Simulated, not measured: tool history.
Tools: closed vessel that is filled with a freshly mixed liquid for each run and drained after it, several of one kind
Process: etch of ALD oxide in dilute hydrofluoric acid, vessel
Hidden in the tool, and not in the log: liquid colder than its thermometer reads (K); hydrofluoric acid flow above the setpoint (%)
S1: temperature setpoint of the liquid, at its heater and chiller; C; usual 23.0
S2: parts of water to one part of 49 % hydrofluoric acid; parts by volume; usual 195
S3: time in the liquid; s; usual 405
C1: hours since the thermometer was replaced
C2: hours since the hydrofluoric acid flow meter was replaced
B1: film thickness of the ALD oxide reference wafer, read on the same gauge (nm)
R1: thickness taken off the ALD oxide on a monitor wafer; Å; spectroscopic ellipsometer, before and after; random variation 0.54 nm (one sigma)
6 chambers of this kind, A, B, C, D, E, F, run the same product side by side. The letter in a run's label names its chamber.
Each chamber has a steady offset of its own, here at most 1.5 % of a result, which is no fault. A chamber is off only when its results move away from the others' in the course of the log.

Run 1F, hour 5.0: usual settings; C1 623.4; C2 808.1; B1 50.000. Result: R1 574.66 Å.
Run 2B, hour 9.6: usual settings; C1 148.6; C2 167.9; B1 50.043. Result: R1 580.74 Å.
Run 3D, hour 14.6: usual settings; C1 1475.6; C2 691.5; B1 49.991. Result: R1 591.83 Å.
Run 4E, hour 17.2: usual settings; C1 401.9; C2 1698.6; B1 49.963. Result: R1 592.01 Å.
Run 5C, hour 22.4: usual settings; C1 135.9; C2 1391.0; B1 50.033. Result: R1 588.53 Å.
Run 6A, hour 28.3: usual settings; C1 328.2; C2 813.8; B1 49.954. Result: R1 579.08 Å.
Run 7A, hour 34.0: usual settings but S1 21.0 C, S2 250 parts by volume; C1 333.9; C2 819.5; B1 49.988. Result: R1 398.84 Å.
Run 8D, hour 40.1: usual settings but S1 21.0 C, S2 250 parts by volume; C1 1501.1; C2 717.0; B1 50.007. Result: R1 410.11 Å.
Run 9B, hour 43.6: usual settings but S1 21.0 C, S2 250 parts by volume; C1 182.6; C2 201.9; B1 50.028. Result: R1 402.64 Å.
Run 10E, hour 48.2: usual settings but S1 21.0 C, S2 250 parts by volume; C1 432.9; C2 1729.6; B1 50.008. Result: R1 394.14 Å.
Run 11C, hour 52.5: usual settings but S1 21.0 C, S2 250 parts by volume; C1 166.0; C2 1421.1; B1 50.026. Result: R1 401.76 Å.
Run 12F, hour 57.1: usual settings but S1 21.0 C, S2 250 parts by volume; C1 675.5; C2 860.2; B1 50.000. Result: R1 405.30 Å.
Run 13F, hour 62.1: usual settings but S1 26.5 C, S3 540 s; C1 680.5; C2 865.2; B1 49.965. Result: R1 889.87 Å.
Run 14C, hour 66.2: usual settings but S1 26.5 C, S3 540 s; C1 179.7; C2 1434.8; B1 49.989. Result: R1 888.36 Å.
Run 15B, hour 70.5: usual settings but S1 26.5 C, S3 540 s; C1 209.5; C2 228.8; B1 50.006. Result: R1 885.84 Å.
Run 16A, hour 73.6: usual settings but S1 26.5 C, S3 540 s; C1 373.5; C2 859.1; B1 50.024. Result: R1 883.13 Å.
Run 17E, hour 76.4: usual settings but S1 26.5 C, S3 540 s; C1 461.1; C2 1757.8; B1 50.000. Result: R1 881.86 Å.
Run 18D, hour 82.1: usual settings but S1 26.5 C, S3 540 s; C1 1543.1; C2 759.0; B1 50.015. Result: R1 902.96 Å.
Run 19F, hour 87.2: usual settings; C1 705.6; C2 890.3; B1 50.006. Result: R1 592.34 Å.
Run 20B, hour 90.8: usual settings but S2 255 parts by volume, S3 210 s; C1 229.8; C2 249.1; B1 49.989. Result: R1 215.70 Å.
Run 21A, hour 95.6: usual settings but S2 255 parts by volume, S3 210 s; C1 395.5; C2 881.1; B1 49.995. Result: R1 213.49 Å.
Run 22C, hour 100.7: usual settings but S2 255 parts by volume, S3 210 s; C1 214.2; C2 1469.3; B1 49.997. Result: R1 218.24 Å.
Run 23E, hour 104.0: usual settings but S2 255 parts by volume, S3 210 s; C1 488.7; C2 1785.4; B1 50.020. Result: R1 214.13 Å.
Run 24D, hour 106.9: usual settings but S2 255 parts by volume, S3 210 s; C1 1567.9; C2 783.8; B1 49.982. Result: R1 220.50 Å.
Run 25D, hour 112.6: usual settings but S2 255 parts by volume, S3 210 s; C1 1573.6; C2 789.5; B1 50.001. Result: R1 218.07 Å.
Run 26F, hour 117.0: usual settings; C1 735.4; C2 920.1; B1 49.988. Result: R1 581.23 Å.
Run 27C, hour 121.1: usual settings but S2 255 parts by volume, S3 190 s; C1 234.6; C2 1489.7; B1 49.984. Result: R1 197.16 Å.
Run 28A, hour 126.4: usual settings but S2 255 parts by volume, S3 190 s; C1 426.3; C2 911.9; B1 49.985. Result: R1 186.36 Å.
Run 29E, hour 131.9: usual settings but S2 255 parts by volume, S3 190 s; C1 516.6; C2 1813.3; B1 49.995. Result: R1 199.11 Å.
Run 30B, hour 135.2: usual settings but S2 255 parts by volume, S3 190 s; C1 274.2; C2 293.5; B1 49.985. Result: R1 197.83 Å.
Run 31A, hour 140.8: usual settings but S2 255 parts by volume, S3 190 s; C1 440.7; C2 926.3; B1 49.996. Result: R1 188.24 Å.
Run 32C, hour 145.4: usual settings but S2 255 parts by volume, S3 190 s; C1 258.9; C2 1514.0; B1 50.011. Result: R1 197.88 Å.
Run 33B, hour 148.3: usual settings but S1 19.0 C, S2 115 parts by volume; C1 287.3; C2 306.6; B1 49.983. Result: R1 929.07 Å.
Run 34F, hour 151.7: usual settings but S1 19.0 C, S2 115 parts by volume; C1 770.1; C2 954.8; B1 50.004. Result: R1 924.63 Å.
Run 35D, hour 155.2: usual settings but S1 19.0 C, S2 115 parts by volume; C1 1616.2; C2 832.1; B1 49.964. Result: R1 926.12 Å.
Run 36E, hour 159.1: usual settings but S1 19.0 C, S2 115 parts by volume; C1 543.8; C2 1840.5; B1 50.005. Result: R1 919.30 Å.
Run 37D, hour 162.7: usual settings but S1 19.0 C, S2 115 parts by volume; C1 1623.7; C2 839.6; B1 50.026. Result: R1 927.94 Å.

Is one chamber off against the others, does the gauge drift, or is nothing wrong? If a chamber is off, say which, and what the likeliest cause is.

Chamber A drifts away from the others.
Cause: liquid colder than its thermometer reads (K) = 1.56.
The log may not tell that from: hydrofluoric acid flow below the setpoint (%).

Here are 4 candidates for chamber A's next run, each the usual settings with a change, their results left as question marks. Which one brings its results back in line with what the others give on the usual settings?
In line means no further than this from the other chambers' mean on the usual settings: R1 19.00 Å
Run 38A-1, hour 167.0: usual settings but S2 185 parts by volume. Result: R1 ?.
Run 38A-2, hour 167.0: usual settings but S2 205 parts by volume, S3 380 s. Result: R1 ?.
Run 38A-3, hour 167.0: usual settings but S2 200 parts by volume, S3 390 s. Result: R1 ?.
Run 38A-4, hour 167.0: usual settings but S1 23.5 C, S2 180 parts by volume. Result: R1 ?.

The other chambers' mean on the usual settings: R1 585.27 Å
  run      R1
38A-1  581.46
38A-2  482.40
38A-3  510.04
38A-4  612.35
38A-1 brings the chamber back in line.
